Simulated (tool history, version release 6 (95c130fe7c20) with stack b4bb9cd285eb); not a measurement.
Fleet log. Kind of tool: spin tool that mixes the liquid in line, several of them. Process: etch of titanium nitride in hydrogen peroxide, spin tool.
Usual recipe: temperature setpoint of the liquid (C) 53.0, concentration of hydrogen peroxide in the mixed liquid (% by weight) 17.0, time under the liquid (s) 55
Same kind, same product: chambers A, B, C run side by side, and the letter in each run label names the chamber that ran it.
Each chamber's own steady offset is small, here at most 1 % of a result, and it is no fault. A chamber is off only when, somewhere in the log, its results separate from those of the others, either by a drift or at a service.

run   hour  temperature setpoint of the liquid (C)  concentration of hydrogen peroxide in the mixed liquid (% by weight)  time under the liquid (s)  read-back film thickness of the titanium nitride reference wafer, read on the same gauge (nm)  thickness taken off the titanium nitride on a monitor wafer (Å)
 1C    2.8                                    53.0                                                                  17.0                         55                                                                                         89.934                                                           54.587
 2A    7.4                                    53.0                                                                  17.0                         55                                                                                         90.032                                                           54.708
 3B   13.3                                    53.0                                                                  17.0                         55                                                                                         89.984                                                           54.802
 4A   19.6                                    53.0                                                                  17.0                         55                                                                                         89.958                                                           54.859
 5B   22.4                                    53.0                                                                  17.0                         55                                                                                         89.937                                                           54.924
 6C   28.4                                    53.0                                                                  17.0                         55                                                                                         90.006                                                           55.277
 7A   32.5                                    53.0                                                                  17.0                         55                                                                                         90.007                                                           55.125
 8C   38.2                                    53.0                                                                  17.0                         55                                                                                         90.016                                                           55.095
 9B   43.5                                    53.0                                                                  17.0                         55                                                                                         90.070                                                           54.562
10C   47.6                                    53.0                                                                  15.0                         55                                                                                         90.009                                                           53.203
11A   53.3                                    53.0                                                                  15.0                         55                                                                                         90.021                                                           53.234
12B   58.0                                    53.0                                                                  15.0                         55                                                                                         90.030                                                           53.897
13B   64.2                                    53.0                                                                  17.0                         55                                                                                         89.967                                                           54.794
14C   69.6                                    53.0                                                                  22.0                         40                                                                                         89.974                                                           42.625
15A   74.2                                    53.0                                                                  22.0                         40                                                                                         89.996                                                           41.966
      76.1  -- chamber C: heated supply line repaired
16A   79.0                                    53.0                                                                  22.0                         40                                                                                         89.975                                                           41.946
17C   82.3                                    53.0                                                                  17.0                         55                                                                                         90.062                                                           54.931
18B   85.6                                    53.0                                                                  17.0                         55                                                                                         89.959                                                           54.401
19B   89.5                                    53.0                                                                  17.0                         55                                                                                         90.029                                                           54.548
20C   94.0                                    53.0                                                                  17.0                         55                                                                                         89.985                                                           54.957
21A   98.1                                    53.0                                                                  17.0                         55                                                                                         89.978                                                           54.425
22B  102.6                                    53.0                                                                  17.0                         55                                                                                         89.968                                                           54.221
23C  108.8                                    53.0                                                                  17.0                         55                                                                                         90.031                                                           54.746
24A  113.6                                    60.0                                                                  17.0                         55                                                                                         90.020                                                           90.020
25C  119.4                                    60.0                                                                  17.0                         55                                                                                         89.992                                                           89.745
26B  123.5                                    60.0                                                                  17.0                         55                                                                                         90.015                                                           87.702
27A  126.8                                    53.0                                                                  17.0                         55                                                                                         89.983                                                           54.678
28A  129.7                                    53.0                                                                  17.0                         55                                                                                         90.048                                                           54.730
     132.5  -- chamber B: new drum of peroxide connected
29C  133.8                                    48.0                                                                  17.0                         55                                                                                         90.035                                                           38.743
30B  137.2                                    48.0                                                                  17.0                         55                                                                                         90.003                                                           37.240
31B  143.4                                    48.0                                                                  17.0                         55                                                                                         90.028                                                           37.445
32A  148.2                                    53.0                                                                  17.0                         55                                                                                         90.042                                                           54.919
33C  154.4                                    53.0                                                                  17.0                         55                                                                                         89.986                                                           54.470
34B  158.2                                    53.0                                                                  17.0                         55                                                                                         90.000                                                           53.368
35A  163.2                                    53.0                                                                  15.5                         80                                                                                         90.020                                                           78.102
36C  168.0                                    53.0                                                                  15.5                         80                                                                                         89.960                                                           78.323
37A  171.9                                    53.0                                                                  15.5                         80                                                                                         90.009                                                           78.903
38B  177.4                                    53.0                                                                  17.0                         55                                                                                         90.070                                                           52.510
39C  183.5                                    53.0                                                                  17.0                         55                                                                                         89.959                                                           54.610
40B  187.4                                    53.0                                                                  17.0                         55                                                                                         89.989                                                           52.766
41C  193.7                                    53.0                                                                  17.0                         55                                                                                         90.047                                                           54.874
42A  198.0                                    59.5                                                                  13.0                         55                                                                                         89.970                                                           82.399
43C  201.1                                    59.5                                                                  13.0                         55                                                                                         89.941                                                           81.783

Is one chamber off against the others, does the gauge drift, or is nothing wrong? If a chamber is off, say which, and what the likeliest cause is.

One chamber, B, drifts off from the rest bit by bit.
Cause: liquid colder than its thermometer reads (K) = 0.691.
Not necessarily distinguishable in this log from: temperature lost on the way to the wafer (K).

Here are 4 candidates for chamber B's next run, each the usual settings with a change, their results left as question marks. Which one brings its results back in line with what the others give on the usual settings?
In line here means within this much of the mean the other chambers give on the usual settings: thickness taken off the titanium nitride on a monitor wafer (Å) 1.100
44B-1  205.7                                    53.0                                                                  21.0                         55                                                                                                                                                               ?
44B-2  205.7                                    53.0                                                                  13.0                         55                                                                                                                                                               ?
44B-3  205.7                                    53.0                                                                  16.0                         55                                                                                                                                                               ?
44B-4  205.7                                    53.0                                                                  18.0                         55                                                                                                                                                               ?

On the usual settings, the other chambers give on average: thickness taken off the titanium nitride on a monitor wafer (Å) 54.804
  run  thickness taken off the titanium nitride on a monitor wafer (Å)
44B-1                                                           54.596
44B-2                                                           49.379
44B-3                                                           51.553
44B-4                                                           52.842
44B-1 puts the chamber back in line with the other chambers.
